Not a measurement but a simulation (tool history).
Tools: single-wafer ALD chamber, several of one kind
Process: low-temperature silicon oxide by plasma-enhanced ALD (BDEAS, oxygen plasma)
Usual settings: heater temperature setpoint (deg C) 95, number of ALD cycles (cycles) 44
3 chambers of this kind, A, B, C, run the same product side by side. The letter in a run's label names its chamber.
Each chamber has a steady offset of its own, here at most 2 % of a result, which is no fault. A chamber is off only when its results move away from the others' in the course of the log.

run	hour	heater temperature setpoint (deg C)	number of ALD cycles (cycles)	hours since the last thermocouple change	read-back reference wafer on the same gauge, thickness_nm	mean film thickness on the monitor wafer (Å)
1A	13.2	95	44	222.1	6.7516	64.176
2B	23.1	95	44	861.3	6.7495	63.701
3C	30.0	95	44	1066.1	6.7497	63.035
4A	36.8	95	44	245.7	6.7477	64.362
5B	49.3	101	40	887.5	6.7510	56.663
6C	58.1	101	40	1094.2	6.7559	55.942
7A	68.3	101	40	277.2	6.7467	57.378
8B	82.9	95	44	921.1	6.7457	63.250
9C	92.2	95	44	1128.3	6.7488	62.981
# hour 101.7: chamber C: thermocouple changed; heater temperature recalibrated
10B	103.6	95	44	941.8	6.7506	63.704
11C	118.1	95	44	16.4	6.7564	63.131
12A	128.9	95	44	337.8	6.7487	63.914
13B	138.2	95	44	976.4	6.7461	63.736
14C	150.2	95	44	48.5	6.7558	63.002
15A	164.0	95	44	372.9	6.7491	64.234
16A	176.7	95	44	385.6	6.7515	64.307
17B	186.6	95	44	1024.8	6.7462	63.560
18C	193.5	95	44	91.8	6.7566	63.090
19B	207.1	95	44	1045.3	6.7512	63.252
20C	222.1	95	44	120.4	6.7510	62.761
21A	230.0	109	48	438.9	6.7500	67.586
22C	242.2	109	48	140.5	6.7501	66.583
23A	250.8	109	48	459.7	6.7486	67.085
24B	257.3	95	44	1095.5	6.7543	63.572
25A	272.4	95	44	481.3	6.7530	64.401
26C	282.7	95	44	181.0	6.7472	62.798
27B	293.1	95	44	1131.3	6.7493	63.451
28C	301.8	81	44	200.1	6.7495	65.878
29A	311.8	81	44	520.7	6.7506	67.639
30B	322.7	81	44	1160.9	6.7509	66.738
31A	333.3	95	44	542.2	6.7489	63.848
32C	340.2	95	44	238.5	6.7509	63.102
33B	354.8	95	44	1193.0	6.7504	63.556
34A	362.2	95	44	571.1	6.7487	64.214
35C	374.6	95	44	272.9	6.7484	62.821

Is one chamber off against the others, does the gauge drift, or is nothing wrong? If a chamber is off, say which, and what the likeliest cause is.

No chamber stands off beyond its own small offset, and the gauge holds steady.
